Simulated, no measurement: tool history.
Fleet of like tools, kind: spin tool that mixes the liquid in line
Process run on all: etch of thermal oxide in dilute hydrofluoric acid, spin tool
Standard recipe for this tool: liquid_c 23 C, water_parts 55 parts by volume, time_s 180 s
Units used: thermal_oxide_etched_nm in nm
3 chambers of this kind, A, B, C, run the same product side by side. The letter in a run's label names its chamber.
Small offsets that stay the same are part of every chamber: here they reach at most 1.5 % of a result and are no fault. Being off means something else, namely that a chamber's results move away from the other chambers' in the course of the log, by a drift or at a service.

run,hour,liquid_c,water_parts,time_s,"read-back film thickness of the thermal oxide reference wafer, read on the same gauge (nm)",thermal_oxide_etched_nm
1A,9.0,23,55,180,69.981,15.108
2B,16.6,23,55,180,69.989,14.820
3C,22.1,23,55,180,70.032,14.678
4B,30.8,23,55,180,69.983,14.717
5A,34.9,23,55,180,70.015,15.072
6C,39.4,23,55,180,69.972,14.834
7A,45.4,23,55,180,69.982,15.007
8C,53.2,23,55,180,69.994,14.650
9B,60.3,23,55,240,70.025,19.683
10A,67.0,23,55,240,70.016,20.057
# hour 69.6: chamber C: thermometer replaced
11C,75.1,23,55,240,69.969,19.534
12B,82.0,23,55,180,70.018,15.078
13C,86.1,23,55,180,69.975,14.603
14B,91.4,23,55,215,69.966,17.688
15A,98.6,23,55,215,70.011,18.028
16A,106.5,23,55,215,69.994,17.777
17C,114.8,23,55,180,69.981,14.643
18B,122.3,23,55,180,69.989,15.168
19C,131.0,23,55,180,70.010,14.763
20A,136.9,23,55,180,70.012,15.159
21B,142.6,23,75,285,69.985,17.327
# hour 144.9: chamber C: hydrofluoric acid flow meter replaced
22A,147.7,23,75,285,70.001,16.823
23C,156.6,23,75,285,69.980,16.553
24B,165.4,23,55,180,69.964,15.548
25C,170.1,23,55,180,70.034,14.699

Does one chamber stand apart from the rest, does the shared gauge drift, or is all well apart from small per-chamber offsets? Give the chamber and the most likely cause, where there is one.

One chamber, B, drifts off from the rest bit by bit.
What lies behind it: liquid hotter than its thermometer reads (K) = 1.37.
Not necessarily distinguishable in this log from: hydrofluoric acid flow above the setpoint (%).

Chamber B could run next with any of the 4 candidate recipes listed below; each alters the usual settings, and their results appear as question marks. Which one brings its results back in line with what the other chambers deliver on the usual settings?
To be in line, a result may differ from the other chambers' mean on the usual settings by at most: thermal_oxide_etched_nm 0.360 nm
26B-1,176.7,23.0,55,165,,?
26B-2,176.7,25.5,55,180,,?
26B-3,176.7,23.0,55,190,,?
26B-4,176.7,23.0,55,170,,?

What the other chambers average on the usual settings: thermal_oxide_etched_nm 14.869 nm
run,thermal_oxide_etched_nm
26B-1,14.339
26B-2,17.308
26B-3,16.512
26B-4,14.773
Change 26B-4 lands the chamber within the allowed miss of the other chambers.

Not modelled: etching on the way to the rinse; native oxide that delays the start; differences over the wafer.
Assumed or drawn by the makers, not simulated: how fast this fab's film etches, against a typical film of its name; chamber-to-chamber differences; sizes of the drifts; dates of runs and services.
